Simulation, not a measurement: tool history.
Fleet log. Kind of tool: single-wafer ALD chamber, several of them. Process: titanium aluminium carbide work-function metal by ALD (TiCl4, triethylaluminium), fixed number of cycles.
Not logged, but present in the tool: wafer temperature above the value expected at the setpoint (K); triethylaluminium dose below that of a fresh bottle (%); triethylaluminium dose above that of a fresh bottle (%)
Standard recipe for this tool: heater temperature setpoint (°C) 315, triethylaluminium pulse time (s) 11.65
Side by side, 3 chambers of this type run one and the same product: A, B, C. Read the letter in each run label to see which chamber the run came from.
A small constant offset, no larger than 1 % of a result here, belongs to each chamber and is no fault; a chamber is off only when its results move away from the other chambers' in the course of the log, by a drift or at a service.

| run | hour | heater temperature setpoint (°C) | triethylaluminium pulse time (s) | hours since the last thermocouple change | hours since the last triethylaluminium bottle change | read-back reference wafer on the same gauge, thickness_nm | mean film thickness on the monitor wafer (nm) |
|---|---|---|---|---|---|---|---|
| 1A | 11.8 | 315 | 11.65 | 611.4 | 612.7 | 2.1293 | 2.1578 |
| 2B | 19.6 | 315 | 11.65 | 155.1 | 588.8 | 2.1295 | 2.1800 |
| 3C | 31.9 | 315 | 11.65 | 1815.0 | 735.3 | 2.1291 | 2.1656 |
| 4C | 40.3 | 315 | 11.65 | 1823.4 | 743.7 | 2.1289 | 2.1571 |
| 5B | 50.3 | 315 | 11.65 | 185.8 | 619.5 | 2.1289 | 2.1733 |
| 6A | 61.5 | 303 | 11.65 | 661.1 | 662.4 | 2.1276 | 2.0465 |
| 7A | 70.5 | 303 | 11.65 | 670.1 | 671.4 | 2.1285 | 2.0508 |
| 8C | 80.4 | 303 | 11.65 | 1863.5 | 783.8 | 2.1273 | 2.0505 |
| 9B | 89.0 | 315 | 11.65 | 224.5 | 658.2 | 2.1278 | 2.1780 |
| 10B | 102.1 | 315 | 11.65 | 237.6 | 671.3 | 2.1271 | 2.1753 |
| 11C | 115.5 | 315 | 11.65 | 1898.6 | 818.9 | 2.1276 | 2.1589 |
| 12A | 122.6 | 315 | 11.65 | 722.2 | 723.5 | 2.1267 | 2.1491 |
| 13A | 129.1 | 315 | 11.65 | 728.7 | 730.0 | 2.1266 | 2.1486 |
| 14B | 139.3 | 315 | 11.65 | 274.8 | 708.5 | 2.1258 | 2.1720 |
| 15C | 152.8 | 315 | 11.65 | 1935.9 | 856.2 | 2.1259 | 2.1575 |
| 16B | 162.1 | 315 | 11.65 | 297.6 | 731.3 | 2.1258 | 2.1757 |
| 17C | 168.4 | 315 | 11.65 | 1951.5 | 871.8 | 2.1256 | 2.1522 |
| 18A | 181.6 | 315 | 11.65 | 781.2 | 782.5 | 2.1247 | 2.1470 |
| 19B | 189.6 | 315 | 11.65 | 325.1 | 758.8 | 2.1256 | 2.1716 |
| 20C | 196.8 | 315 | 11.65 | 1979.9 | 900.2 | 2.1254 | 2.1575 |
| 21A | 203.9 | 315 | 11.65 | 803.5 | 804.8 | 2.1245 | 2.1549 |
| 22C | 216.0 | 327 | 7.51 | 1999.1 | 919.4 | 2.1237 | 2.1325 |
| 23B | 225.3 | 327 | 7.51 | 360.8 | 794.5 | 2.1233 | 2.1498 |
| 24A | 236.3 | 327 | 7.51 | 835.9 | 837.2 | 2.1231 | 2.1273 |
| 25B | 243.3 | 315 | 11.65 | 378.8 | 812.5 | 2.1228 | 2.1749 |
| 26A | 251.5 | 315 | 11.65 | 851.1 | 852.4 | 2.1231 | 2.1547 |
| 27C | 263.9 | 322 | 15.09 | 2047.0 | 967.3 | 2.1233 | 2.2391 |
| 28C | 273.0 | 322 | 15.09 | 2056.1 | 976.4 | 2.1232 | 2.2435 |
| 29A | 286.4 | 322 | 15.09 | 886.0 | 887.3 | 2.1222 | 2.2407 |
| 30B | 299.3 | 315 | 8.37 | 434.8 | 868.5 | 2.1220 | 2.0830 |
| 31A | 310.1 | 315 | 8.37 | 909.7 | 911.0 | 2.1208 | 2.0634 |
| 32B | 317.5 | 315 | 8.37 | 453.0 | 886.7 | 2.1207 | 2.0854 |
| 33C | 323.8 | 315 | 14.88 | 2106.9 | 1027.2 | 2.1213 | 2.1767 |
| 34A | 333.5 | 315 | 14.88 | 933.1 | 934.4 | 2.1213 | 2.1776 |
| 35B | 343.8 | 315 | 14.88 | 479.3 | 913.0 | 2.1210 | 2.1984 |
|  | 345.5 | chamber A: thermocouple changed; heater temperature recalibrated |
| 36C | 356.4 | 315 | 11.65 | 2139.5 | 1059.8 | 2.1205 | 2.1518 |
| 37C | 365.5 | 315 | 11.65 | 2148.6 | 1068.9 | 2.1204 | 2.1561 |
| 38A | 378.0 | 315 | 11.65 | 32.5 | 978.9 | 2.1200 | 2.1465 |
| 39B | 388.8 | 315 | 11.65 | 524.3 | 958.0 | 2.1188 | 2.1640 |
| 40C | 397.8 | 315 | 11.65 | 2180.9 | 1101.2 | 2.1193 | 2.1518 |
| 41A | 405.9 | 315 | 11.65 | 60.4 | 1006.8 | 2.1191 | 2.1429 |

Decide between three cases: one chamber stands off from its peers, the gauge reading all wafers drifts, or nothing is wrong past each chamber's small offset. Where a chamber is off, say which and what most likely put it there.

The gauge drifts, so all chambers seem to drift together. No chamber is off.
What lies behind it: gauge reads low (%) = 0.535.
